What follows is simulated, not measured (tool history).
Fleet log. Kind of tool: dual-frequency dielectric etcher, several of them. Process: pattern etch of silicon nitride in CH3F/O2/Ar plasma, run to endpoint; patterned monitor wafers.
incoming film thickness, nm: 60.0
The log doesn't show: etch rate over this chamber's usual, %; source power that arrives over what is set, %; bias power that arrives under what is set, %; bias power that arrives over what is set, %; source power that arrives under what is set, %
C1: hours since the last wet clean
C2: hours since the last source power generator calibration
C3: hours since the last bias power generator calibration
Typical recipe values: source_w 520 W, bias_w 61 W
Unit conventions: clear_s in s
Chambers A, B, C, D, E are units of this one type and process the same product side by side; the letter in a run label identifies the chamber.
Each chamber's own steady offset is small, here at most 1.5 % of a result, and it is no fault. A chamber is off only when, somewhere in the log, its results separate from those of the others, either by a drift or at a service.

{"run": "1E", "hour": 5.7, "source_w": 520, "bias_w": 61, "C1": 699.5, "C2": 2006.9, "C3": 805.6, "clear_s": 81.899}
{"run": "2B", "hour": 13.0, "source_w": 520, "bias_w": 61, "C1": 408.8, "C2": 763.8, "C3": 1588, "clear_s": 83.028}
{"run": "3D", "hour": 18.0, "source_w": 520, "bias_w": 61, "C1": 42.8, "C2": 1486.2, "C3": 2596.7, "clear_s": 82.009}
{"hour": 23.3, "done": "chamber E: wet clean of the chamber"}
{"run": "4C", "hour": 25.4, "source_w": 520, "bias_w": 61, "C1": 84, "C2": 860.7, "C3": 876.6, "clear_s": 82.473}
{"run": "5A", "hour": 30.6, "source_w": 520, "bias_w": 61, "C1": 207.5, "C2": 211.4, "C3": 2087.5, "clear_s": 83.555}
{"run": "6D", "hour": 37.6, "source_w": 520, "bias_w": 61, "C1": 62.4, "C2": 1505.8, "C3": 2616.3, "clear_s": 82.435}
{"hour": 38.3, "done": "chamber B: wet clean of the chamber"}
{"run": "7E", "hour": 44.3, "source_w": 520, "bias_w": 61, "C1": 21, "C2": 2045.5, "C3": 844.2, "clear_s": 82.1}
{"run": "8B", "hour": 51.4, "source_w": 430, "bias_w": 73, "C1": 13.1, "C2": 802.2, "C3": 1626.4, "clear_s": 84.025}
{"run": "9A", "hour": 57.2, "source_w": 430, "bias_w": 73, "C1": 234.1, "C2": 238, "C3": 2114.1, "clear_s": 84.476}
{"run": "10C", "hour": 66.3, "source_w": 430, "bias_w": 73, "C1": 124.9, "C2": 901.6, "C3": 917.5, "clear_s": 83.346}
{"run": "11E", "hour": 75.4, "source_w": 430, "bias_w": 73, "C1": 52.1, "C2": 2076.6, "C3": 875.3, "clear_s": 83.811}
{"run": "12C", "hour": 82.2, "source_w": 430, "bias_w": 73, "C1": 140.8, "C2": 917.5, "C3": 933.4, "clear_s": 82.751}
{"run": "13B", "hour": 89.7, "source_w": 520, "bias_w": 61, "C1": 51.4, "C2": 840.5, "C3": 1664.7, "clear_s": 83.334}
{"run": "14A", "hour": 97.8, "source_w": 610, "bias_w": 50, "C1": 274.7, "C2": 278.6, "C3": 2154.7, "clear_s": 82.876}
{"run": "15D", "hour": 108.3, "source_w": 610, "bias_w": 50, "C1": 133.1, "C2": 1576.5, "C3": 2687, "clear_s": 82.074}
{"run": "16B", "hour": 114.7, "source_w": 610, "bias_w": 50, "C1": 76.4, "C2": 865.5, "C3": 1689.7, "clear_s": 83.735}
{"run": "17E", "hour": 120.9, "source_w": 610, "bias_w": 50, "C1": 97.6, "C2": 2122.1, "C3": 920.8, "clear_s": 81.827}
{"run": "18C", "hour": 129.0, "source_w": 610, "bias_w": 50, "C1": 187.6, "C2": 964.3, "C3": 980.2, "clear_s": 81.9}
{"run": "19D", "hour": 136.0, "source_w": 520, "bias_w": 61, "C1": 160.8, "C2": 1604.2, "C3": 2714.7, "clear_s": 82.389}
{"run": "20A", "hour": 143.9, "source_w": 520, "bias_w": 61, "C1": 320.8, "C2": 324.7, "C3": 2200.8, "clear_s": 83.301}
{"run": "21D", "hour": 154.7, "source_w": 520, "bias_w": 61, "C1": 179.5, "C2": 1622.9, "C3": 2733.4, "clear_s": 82.113}
{"run": "22B", "hour": 162.4, "source_w": 520, "bias_w": 61, "C1": 124.1, "C2": 913.2, "C3": 1737.4, "clear_s": 81.96}
{"run": "23E", "hour": 172.1, "source_w": 520, "bias_w": 61, "C1": 148.8, "C2": 2173.3, "C3": 972, "clear_s": 81.903}
{"run": "24A", "hour": 182.3, "source_w": 520, "bias_w": 61, "C1": 359.2, "C2": 363.1, "C3": 2239.2, "clear_s": 82.471}
{"run": "25C", "hour": 192.4, "source_w": 630, "bias_w": 54, "C1": 251, "C2": 1027.7, "C3": 1043.6, "clear_s": 78.853}
{"run": "26A", "hour": 202.3, "source_w": 630, "bias_w": 54, "C1": 379.2, "C2": 383.1, "C3": 2259.2, "clear_s": 80.396}
{"run": "27D", "hour": 209.8, "source_w": 630, "bias_w": 54, "C1": 234.6, "C2": 1678, "C3": 2788.5, "clear_s": 78.629}
{"run": "28E", "hour": 215.1, "source_w": 630, "bias_w": 54, "C1": 191.8, "C2": 2216.3, "C3": 1015, "clear_s": 78.993}
{"run": "29B", "hour": 222.4, "source_w": 630, "bias_w": 54, "C1": 184.1, "C2": 973.2, "C3": 1797.4, "clear_s": 79.763}
{"run": "30C", "hour": 230.3, "source_w": 520, "bias_w": 61, "C1": 288.9, "C2": 1065.6, "C3": 1081.5, "clear_s": 81.929}
{"run": "31D", "hour": 241.2, "source_w": 520, "bias_w": 61, "C1": 266, "C2": 1709.4, "C3": 2819.9, "clear_s": 82.982}

Next, every chamber runs the same settings. What will each give?
{"run": "32A", "hour": 249.0, "source_w": 520, "bias_w": 66, "clear_s": "?"}
{"run": "32B", "hour": 249.0, "source_w": 520, "bias_w": 66, "clear_s": "?"}
{"run": "32C", "hour": 249.0, "source_w": 520, "bias_w": 66, "clear_s": "?"}
{"run": "32D", "hour": 249.0, "source_w": 520, "bias_w": 66, "clear_s": "?"}
{"run": "32E", "hour": 249.0, "source_w": 520, "bias_w": 66, "clear_s": "?"}

run=32A clear_s=80.424
run=32B clear_s=81.082
run=32C clear_s=79.665
run=32D clear_s=79.893
run=32E clear_s=79.831
